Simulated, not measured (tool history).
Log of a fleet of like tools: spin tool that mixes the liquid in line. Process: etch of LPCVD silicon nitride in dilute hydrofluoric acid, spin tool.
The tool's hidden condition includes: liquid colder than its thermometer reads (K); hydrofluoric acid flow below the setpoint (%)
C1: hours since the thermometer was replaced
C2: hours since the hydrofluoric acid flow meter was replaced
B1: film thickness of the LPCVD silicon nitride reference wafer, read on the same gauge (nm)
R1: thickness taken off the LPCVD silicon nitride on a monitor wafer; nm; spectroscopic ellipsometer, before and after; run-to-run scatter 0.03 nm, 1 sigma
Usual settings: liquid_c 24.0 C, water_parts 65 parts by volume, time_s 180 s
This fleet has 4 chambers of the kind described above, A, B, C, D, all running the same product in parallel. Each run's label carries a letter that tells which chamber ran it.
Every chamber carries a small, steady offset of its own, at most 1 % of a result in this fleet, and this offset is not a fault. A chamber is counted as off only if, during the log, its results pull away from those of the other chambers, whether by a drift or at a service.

{"run": "1A", "hour": 9.9, "liquid_c": 24.0, "water_parts": 65, "time_s": 180, "C1": 1130.4, "C2": 169.6, "B1": 69.998, "R1": 1.4342}
{"run": "2C", "hour": 17.6, "liquid_c": 24.0, "water_parts": 65, "time_s": 180, "C1": 695.6, "C2": 807.1, "B1": 69.985, "R1": 1.3983}
{"run": "3D", "hour": 23.3, "liquid_c": 24.0, "water_parts": 65, "time_s": 180, "C1": 200.8, "C2": 1880.6, "B1": 69.999, "R1": 1.4311}
{"run": "4B", "hour": 28.7, "liquid_c": 24.0, "water_parts": 65, "time_s": 180, "C1": 344.2, "C2": 414.6, "B1": 70.011, "R1": 1.4638}
{"run": "5D", "hour": 36.0, "liquid_c": 24.0, "water_parts": 65, "time_s": 180, "C1": 213.5, "C2": 1893.3, "B1": 69.999, "R1": 1.4352}
{"run": "6C", "hour": 42.0, "liquid_c": 24.0, "water_parts": 65, "time_s": 145, "C1": 720.0, "C2": 831.5, "B1": 70.01, "R1": 1.1432}
{"run": "7A", "hour": 51.9, "liquid_c": 24.0, "water_parts": 65, "time_s": 145, "C1": 1172.4, "C2": 211.6, "B1": 70.006, "R1": 1.1585}
{"run": "8B", "hour": 62.1, "liquid_c": 24.0, "water_parts": 65, "time_s": 145, "C1": 377.6, "C2": 448.0, "B1": 70.011, "R1": 1.1983}
{"run": "9B", "hour": 68.8, "liquid_c": 24.0, "water_parts": 65, "time_s": 145, "C1": 384.3, "C2": 454.7, "B1": 70.002, "R1": 1.2192}
{"run": "10C", "hour": 77.2, "liquid_c": 24.0, "water_parts": 65, "time_s": 180, "C1": 755.2, "C2": 866.7, "B1": 70.005, "R1": 1.3927}
{"hour": 82.8, "done": "chamber C: hydrofluoric acid flow meter replaced"}
{"run": "11D", "hour": 86.2, "liquid_c": 24.0, "water_parts": 65, "time_s": 180, "C1": 263.7, "C2": 1943.5, "B1": 70.01, "R1": 1.4571}
{"run": "12A", "hour": 94.3, "liquid_c": 24.0, "water_parts": 65, "time_s": 180, "C1": 1214.8, "C2": 254.0, "B1": 69.995, "R1": 1.5065}
{"run": "13D", "hour": 102.7, "liquid_c": 24.0, "water_parts": 65, "time_s": 180, "C1": 280.2, "C2": 1960.0, "B1": 69.99, "R1": 1.4632}
{"hour": 106.8, "done": "chamber B: hydrofluoric acid flow meter replaced"}
{"hour": 110.9, "done": "chamber D: hydrofluoric acid flow meter replaced"}
{"run": "14A", "hour": 111.5, "liquid_c": 24.0, "water_parts": 65, "time_s": 180, "C1": 1232.0, "C2": 271.2, "B1": 69.994, "R1": 1.4654}
{"run": "15B", "hour": 117.7, "liquid_c": 27.0, "water_parts": 50, "time_s": 180, "C1": 433.2, "C2": 11.0, "B1": 70.002, "R1": 2.3357}
{"run": "16C", "hour": 126.8, "liquid_c": 27.0, "water_parts": 50, "time_s": 180, "C1": 804.8, "C2": 44.0, "B1": 70.001, "R1": 2.1652}
{"run": "17B", "hour": 136.5, "liquid_c": 27.0, "water_parts": 50, "time_s": 180, "C1": 452.0, "C2": 29.8, "B1": 70.01, "R1": 2.2782}
{"run": "18D", "hour": 145.2, "liquid_c": 27.0, "water_parts": 50, "time_s": 180, "C1": 322.7, "C2": 34.3, "B1": 69.991, "R1": 2.3472}
{"run": "19C", "hour": 153.2, "liquid_c": 26.0, "water_parts": 65, "time_s": 75, "C1": 831.2, "C2": 70.4, "B1": 70.001, "R1": 0.62733}
{"run": "20A", "hour": 162.5, "liquid_c": 26.0, "water_parts": 65, "time_s": 75, "C1": 1283.0, "C2": 322.2, "B1": 69.991, "R1": 0.70431}
{"run": "21B", "hour": 172.7, "liquid_c": 26.0, "water_parts": 65, "time_s": 75, "C1": 488.2, "C2": 66.0, "B1": 69.983, "R1": 0.66517}
{"run": "22D", "hour": 182.9, "liquid_c": 26.0, "water_parts": 65, "time_s": 75, "C1": 360.4, "C2": 72.0, "B1": 69.992, "R1": 0.69676}
{"run": "23C", "hour": 192.0, "liquid_c": 20.5, "water_parts": 95, "time_s": 180, "C1": 870.0, "C2": 109.2, "B1": 69.996, "R1": 0.70844}
{"run": "24A", "hour": 199.6, "liquid_c": 20.5, "water_parts": 95, "time_s": 180, "C1": 1320.1, "C2": 359.3, "B1": 69.999, "R1": 0.7916}
{"run": "25D", "hour": 204.5, "liquid_c": 20.5, "water_parts": 95, "time_s": 180, "C1": 382.0, "C2": 93.6, "B1": 70.007, "R1": 0.77864}
{"run": "26C", "hour": 213.0, "liquid_c": 20.5, "water_parts": 95, "time_s": 180, "C1": 891.0, "C2": 130.2, "B1": 69.995, "R1": 0.68152}
{"run": "27B", "hour": 219.4, "liquid_c": 24.0, "water_parts": 65, "time_s": 180, "C1": 534.9, "C2": 112.7, "B1": 69.997, "R1": 1.4992}

Predict what each chamber gives when all 4 of them run the settings below next.
{"run": "28A", "hour": 226.9, "liquid_c": 24.0, "water_parts": 65, "time_s": 90, "R1": "?"}
{"run": "28B", "hour": 226.9, "liquid_c": 24.0, "water_parts": 65, "time_s": 90, "R1": "?"}
{"run": "28C", "hour": 226.9, "liquid_c": 24.0, "water_parts": 65, "time_s": 90, "R1": "?"}
{"run": "28D", "hour": 226.9, "liquid_c": 24.0, "water_parts": 65, "time_s": 90, "R1": "?"}

run=28A R1=0.72147
run=28B R1=0.72427
run=28C R1=0.62472
run=28D R1=0.71201
